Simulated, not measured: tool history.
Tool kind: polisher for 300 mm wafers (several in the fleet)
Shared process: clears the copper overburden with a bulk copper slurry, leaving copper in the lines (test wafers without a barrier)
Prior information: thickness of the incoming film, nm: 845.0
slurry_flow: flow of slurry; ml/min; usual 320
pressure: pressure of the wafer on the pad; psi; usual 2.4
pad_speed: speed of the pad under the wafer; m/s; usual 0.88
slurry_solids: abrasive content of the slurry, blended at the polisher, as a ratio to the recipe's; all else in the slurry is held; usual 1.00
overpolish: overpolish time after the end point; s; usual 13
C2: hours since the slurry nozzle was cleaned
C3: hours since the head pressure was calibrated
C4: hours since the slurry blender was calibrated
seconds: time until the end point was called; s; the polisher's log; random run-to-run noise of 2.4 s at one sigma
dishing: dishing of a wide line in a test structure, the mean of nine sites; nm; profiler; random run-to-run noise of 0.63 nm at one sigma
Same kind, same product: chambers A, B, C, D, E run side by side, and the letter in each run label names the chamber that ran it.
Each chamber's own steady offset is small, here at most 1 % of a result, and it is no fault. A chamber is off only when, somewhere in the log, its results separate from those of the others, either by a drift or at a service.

At day 0.283: chamber C: worn pad replaced by a new one.
Run 1D, day 0.433: usual settings; wafers polished on this pad 1202; C2 428.2; C3 502.5; C4 62.2. Result: seconds 121.85 s, dishing 53.447 nm.
Run 2B, day 0.696: usual settings; wafers polished on this pad 581; C2 152.7; C3 887.0; C4 137.2. Result: seconds 121.07 s, dishing 54.524 nm.
Run 3A, day 1.138: usual settings; wafers polished on this pad 273; C2 180.6; C3 153.3; C4 403.4. Result: seconds 121.01 s, dishing 53.464 nm.
At day 1.238: chamber D: worn pad replaced by a new one.
Run 4C, day 1.375: usual settings; wafers polished on this pad 218; C2 228.1; C3 52.1; C4 150.9. Result: seconds 122.69 s, dishing 53.188 nm.
Run 5E, day 1.712: usual settings; wafers polished on this pad 982; C2 403.5; C3 981.8; C4 142.4. Result: seconds 121.42 s, dishing 53.754 nm.
At day 1.717: chamber C: slurry nozzle cleaned.
Run 6A, day 2.108: usual settings; wafers polished on this pad 467; C2 203.9; C3 176.6; C4 426.7. Result: seconds 125.85 s, dishing 53.828 nm.
Run 7B, day 2.567: usual settings but slurry_flow 260 ml/min, overpolish 20 s; wafers polished on this pad 955; C2 197.6; C3 931.9; C4 182.1. Result: seconds 125.87 s, dishing 70.596 nm.
At day 2.925: chamber D: slurry nozzle cleaned.
Run 8D, day 2.983: usual settings but slurry_flow 260 ml/min, overpolish 20 s; wafers polished on this pad 349; C2 1.4; C3 563.7; C4 123.4. Result: seconds 123.34 s, dishing 71.382 nm.
At day 3.150: chamber E: worn pad replaced by a new one.
At day 3.212: chamber A: slurry blender recalibrated.
Run 9E, day 3.342: usual settings but slurry_flow 260 ml/min, overpolish 20 s; wafers polished on this pad 38; C2 442.6; C3 1020.9; C4 181.5. Result: seconds 120.86 s, dishing 71.393 nm.
Run 10C, day 3.608: usual settings but slurry_flow 260 ml/min, overpolish 20 s; wafers polished on this pad 665; C2 45.5; C3 105.7; C4 204.5. Result: seconds 121.56 s, dishing 71.669 nm.
At day 3.650: chamber D: head pressure recalibrated.
At day 3.779: chamber C: worn pad replaced by a new one.
Run 11C, day 3.946: usual settings but slurry_flow 260 ml/min, overpolish 20 s; wafers polished on this pad 34; C2 53.6; C3 113.8; C4 212.6. Result: seconds 126.95 s, dishing 71.727 nm.
At day 4.075: chamber B: slurry blender recalibrated.
At day 4.138: chamber B: worn pad replaced by a new one.
Run 12A, day 4.325: usual settings; wafers polished on this pad 910; C2 257.1; C3 229.8; C4 26.8. Result: seconds 120.58 s, dishing 52.886 nm.
Run 13E, day 4.654: usual settings; wafers polished on this pad 301; C2 474.1; C3 1052.4; C4 213.0. Result: seconds 120.99 s, dishing 54.595 nm.
Run 14D, day 4.954: usual settings; wafers polished on this pad 743; C2 48.7; C3 31.3; C4 170.7. Result: seconds 121.57 s, dishing 53.925 nm.
At day 5.250: chamber E: slurry blender recalibrated.
Run 15B, day 5.346: usual settings; wafers polished on this pad 241; C2 264.3; C3 998.6; C4 30.5. Result: seconds 122.28 s, dishing 54.704 nm.
At day 5.550: chamber D: slurry blender recalibrated.
Run 16D, day 5.825: usual settings; wafers polished on this pad 917; C2 69.6; C3 52.2; C4 6.7. Result: seconds 119.80 s, dishing 54.616 nm.
At day 5.979: chamber C: slurry blender recalibrated.
Run 17E, day 6.104: usual settings; wafers polished on this pad 591; C2 508.9; C3 1087.2; C4 20.5. Result: seconds 119.66 s, dishing 52.842 nm.
At day 6.388: chamber C: worn pad replaced by a new one.
Run 18B, day 6.408: usual settings; wafers polished on this pad 454; C2 289.8; C3 1024.1; C4 56.0. Result: seconds 120.56 s, dishing 53.990 nm.
At day 6.417: chamber A: slurry nozzle cleaned.
Run 19C, day 6.738: usual settings; wafers polished on this pad 70; C2 120.6; C3 180.8; C4 18.3. Result: seconds 120.84 s, dishing 54.277 nm.
At day 6.912: chamber D: worn pad replaced by a new one.
Run 20A, day 7.175: usual settings; wafers polished on this pad 1480; C2 18.2; C3 298.2; C4 95.2. Result: seconds 117.05 s, dishing 54.992 nm.
Run 21A, day 7.412: usual settings but slurry_solids 0.85; wafers polished on this pad 1527; C2 23.9; C3 303.9; C4 100.9. Result: seconds 126.27 s, dishing 52.331 nm.
Run 22B, day 7.658: usual settings but slurry_solids 0.85; wafers polished on this pad 703; C2 319.8; C3 1054.1; C4 86.0. Result: seconds 127.55 s, dishing 53.375 nm.
At day 7.679: chamber A: worn pad replaced by a new one.
Run 23D, day 7.921: usual settings but slurry_solids 0.85; wafers polished on this pad 201; C2 119.9; C3 102.5; C4 57.0. Result: seconds 129.26 s, dishing 52.406 nm.
Run 24C, day 8.171: usual settings but slurry_solids 0.85; wafers polished on this pad 357; C2 155.0; C3 215.2; C4 52.7. Result: seconds 126.28 s, dishing 52.610 nm.
Run 25E, day 8.638: usual settings but slurry_solids 0.85; wafers polished on this pad 1097; C2 569.7; C3 1148.0; C4 81.3. Result: seconds 126.81 s, dishing 52.296 nm.
Run 26A, day 8.904: usual settings but pad_speed 0.64 m/s; wafers polished on this pad 245; C2 59.7; C3 339.7; C4 136.7. Result: seconds 163.16 s, dishing 42.260 nm.
At day 9.008: chamber C: worn pad replaced by a new one.
Run 27E, day 9.325: usual settings but pad_speed 0.64 m/s; wafers polished on this pad 1234; C2 586.2; C3 1164.5; C4 97.8. Result: seconds 165.48 s, dishing 41.798 nm.
Run 28C, day 9.600: usual settings but pad_speed 0.64 m/s; wafers polished on this pad 118; C2 189.3; C3 249.5; C4 87.0. Result: seconds 162.08 s, dishing 42.745 nm.
At day 9.862: chamber B: worn pad replaced by a new one.
Run 29B, day 9.929: usual settings but pad_speed 0.64 m/s; wafers polished on this pad 13; C2 374.3; C3 1108.6; C4 140.5. Result: seconds 168.19 s, dishing 42.344 nm.
Run 30D, day 10.167: usual settings but pad_speed 0.64 m/s; wafers polished on this pad 650; C2 173.8; C3 156.4; C4 110.9. Result: seconds 167.87 s, dishing 42.567 nm.

The same settings go to every chamber for the next run, one line per chamber below. Forecast the results for each:
Run 31A, day 10.508: usual settings. Result: seconds ?, dishing ?.
Run 31B, day 10.508: usual settings. Result: seconds ?, dishing ?.
Run 31C, day 10.508: usual settings. Result: seconds ?, dishing ?.
Run 31D, day 10.508: usual settings. Result: seconds ?, dishing ?.
Run 31E, day 10.508: usual settings. Result: seconds ?, dishing ?.

run  seconds  dishing
31A   122.42   53.483
31B   125.18   53.527
31C   116.37   53.437
31D   118.59   54.548
31E   121.02   53.910
